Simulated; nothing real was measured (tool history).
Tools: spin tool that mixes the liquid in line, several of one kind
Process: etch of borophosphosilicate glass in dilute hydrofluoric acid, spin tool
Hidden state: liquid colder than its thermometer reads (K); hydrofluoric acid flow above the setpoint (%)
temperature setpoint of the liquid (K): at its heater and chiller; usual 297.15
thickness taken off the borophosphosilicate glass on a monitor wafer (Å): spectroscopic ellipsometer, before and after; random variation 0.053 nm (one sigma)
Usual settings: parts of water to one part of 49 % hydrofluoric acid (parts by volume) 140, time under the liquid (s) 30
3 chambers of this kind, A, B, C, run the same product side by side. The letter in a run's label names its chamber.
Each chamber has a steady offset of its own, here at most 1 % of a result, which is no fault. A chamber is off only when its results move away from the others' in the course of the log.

run	hour	temperature setpoint of the liquid (K)	parts of water to one part of 49 % hydrofluoric acid (parts by volume)	time under the liquid (s)	hours since the thermometer was replaced	hours since the hydrofluoric acid flow meter was replaced	read-back film thickness of the borophosphosilicate glass reference wafer, read on the same gauge (nm)	thickness taken off the borophosphosilicate glass on a monitor wafer (Å)
1B	4.4	297.15	140	30	1248.1	1645.8	119.98	87.919
2C	9.9	297.15	140	30	2328.0	385.3	120.00	84.308
3A	14.6	297.15	140	30	998.3	123.7	119.97	85.570
4B	20.6	297.15	140	30	1264.3	1662.0	120.01	86.131
5C	24.6	297.15	140	30	2342.7	400.0	120.01	85.542
6A	29.2	297.15	140	30	1012.9	138.3	120.00	85.900
7C	33.0	297.15	140	30	2351.1	408.4	119.98	84.663
8B	38.2	297.15	140	30	1281.9	1679.6	119.99	85.504
9A	42.5	297.15	140	30	1026.2	151.6	119.96	85.375
10A	46.7	297.15	140	30	1030.4	155.8	119.99	86.377
11C	52.2	297.15	140	30	2370.3	427.6	120.01	85.791
12B	57.6	297.15	140	30	1301.3	1699.0	120.00	84.055
13B	63.3	297.15	140	30	1307.0	1704.7	120.01	84.749
14C	68.2	295.15	140	30	2386.3	443.6	119.96	78.798
# hour 71.5: chamber B: hydrofluoric acid flow meter replaced
15A	74.2	295.15	140	30	1057.9	183.3	120.01	79.017
16C	80.6	295.15	140	30	2398.7	456.0	119.99	78.693
17B	84.4	297.15	140	30	1328.1	12.9	120.01	84.437
18A	89.4	297.15	140	30	1073.1	198.5	119.98	85.222
19A	92.7	297.15	140	30	1076.4	201.8	120.03	86.116
20C	98.6	297.15	140	30	2416.7	474.0	120.03	85.469
21B	104.7	297.15	140	30	1348.4	33.2	119.98	82.905
22A	110.6	297.15	140	30	1094.3	219.7	119.95	86.254
23C	115.2	297.15	140	30	2433.3	490.6	120.01	85.240
24B	118.7	297.15	140	30	1362.4	47.2	120.00	82.083
25C	123.9	297.15	140	30	2442.0	499.3	119.99	85.460
26A	129.5	297.15	140	30	1113.2	238.6	119.97	87.078

What goes on in this fleet: one chamber off, a drifting gauge, or nothing beyond the chambers' own small offsets? Name the chamber and the cause, if any.

Chamber B drifts away from the others.
Cause: liquid colder than its thermometer reads (K) = 1.68.

Here are 4 candidates for chamber B's next run, each the usual settings with a change, their results left as question marks. Which one brings its results back in line with what the others give on the usual settings?
In line means no further than this from the other chambers' mean on the usual settings: thickness taken off the borophosphosilicate glass on a monitor wafer (Å) 1.800
27B-1	134.2	299.65	140	30				?
27B-2	134.2	294.65	140	30				?
27B-3	134.2	297.15	145	30				?
27B-4	134.2	297.15	135	30				?

The other chambers' mean on the usual settings: thickness taken off the borophosphosilicate glass on a monitor wafer (Å) 85.519
run	thickness taken off the borophosphosilicate glass on a monitor wafer (Å)
27B-1	90.126
27B-2	73.902
27B-3	78.498
27B-4	85.203
27B-4 brings the chamber back in line.

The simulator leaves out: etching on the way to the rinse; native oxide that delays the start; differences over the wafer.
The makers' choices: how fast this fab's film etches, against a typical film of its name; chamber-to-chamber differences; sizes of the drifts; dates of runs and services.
